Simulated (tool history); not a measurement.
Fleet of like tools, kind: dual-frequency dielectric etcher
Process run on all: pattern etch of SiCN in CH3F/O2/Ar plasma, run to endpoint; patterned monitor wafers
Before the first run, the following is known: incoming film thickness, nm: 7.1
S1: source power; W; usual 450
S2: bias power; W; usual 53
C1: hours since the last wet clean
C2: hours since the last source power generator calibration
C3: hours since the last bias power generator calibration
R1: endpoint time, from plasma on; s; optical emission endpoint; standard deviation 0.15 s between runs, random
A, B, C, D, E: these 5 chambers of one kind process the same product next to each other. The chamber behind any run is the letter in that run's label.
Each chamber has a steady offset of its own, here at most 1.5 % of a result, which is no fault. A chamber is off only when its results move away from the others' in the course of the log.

run,hour,S1,S2,C1,C2,C3,R1
1D,5.4,450,53,231.9,634.0,3149.8,20.004
2E,11.5,450,53,130.2,2790.0,1696.3,20.003
3C,21.5,450,53,384.9,1141.7,1955.8,20.086
4B,30.3,450,53,436.7,1189.2,237.5,20.059
5A,40.7,450,53,362.1,3228.0,1551.8,20.108
6B,49.0,450,53,455.4,1207.9,256.2,19.903
7D,57.4,560,65,283.9,686.0,3201.8,17.397
8E,67.6,560,65,186.3,2846.1,1752.4,17.074
9C,77.9,560,65,441.3,1198.1,2012.2,17.151
10A,87.4,560,65,408.8,3274.7,1598.5,17.541
11A,97.9,560,65,419.3,3285.2,1609.0,17.266
12B,106.2,450,53,512.6,1265.1,313.4,19.839
13D,116.8,450,53,343.3,745.4,3261.2,20.009
14C,122.7,450,53,486.1,1242.9,2057.0,20.288
# hour 129.8: chamber B: wet clean of the chamber
15E,132.3,450,53,251.0,2910.8,1817.1,19.723
16B,137.1,450,53,7.3,1296.0,344.3,19.938
# hour 145.5: chamber C: wet clean of the chamber
17C,146.4,450,53,0.9,1266.6,2080.7,20.174
18D,153.3,450,53,379.8,781.9,3297.7,20.286
19A,158.2,450,53,479.6,3345.5,1669.3,20.320
20E,167.7,450,53,286.4,2946.2,1852.5,19.806
21D,175.7,450,53,402.2,804.3,3320.1,19.949
22E,185.5,450,43,304.2,2964.0,1870.3,21.192
23C,191.3,450,43,45.8,1311.5,2125.6,21.300
24A,199.7,450,43,521.1,3387.0,1710.8,21.679
25B,204.6,450,43,74.8,1363.5,411.8,21.249
26C,210.8,450,43,65.3,1331.0,2145.1,21.466
27B,217.4,450,53,87.6,1376.3,424.6,20.193
28D,224.2,450,53,450.7,852.8,3368.6,20.056
29E,232.7,450,53,351.4,3011.2,1917.5,19.633
30A,237.7,450,53,559.1,3425.0,1748.8,20.316
# hour 240.6: chamber D: bias power generator calibrated
31E,246.1,450,53,364.8,3024.6,1930.9,19.694
32D,254.8,450,53,481.3,883.4,14.2,19.976

Has any chamber moved away from the others, gradually or after a service, or does the common gauge drift, or do the chambers differ only by their own small steady offsets? State the chamber and the most likely cause if one applies.

Neither any chamber nor the gauge drifts; the chambers differ only by their own small, steady offsets.
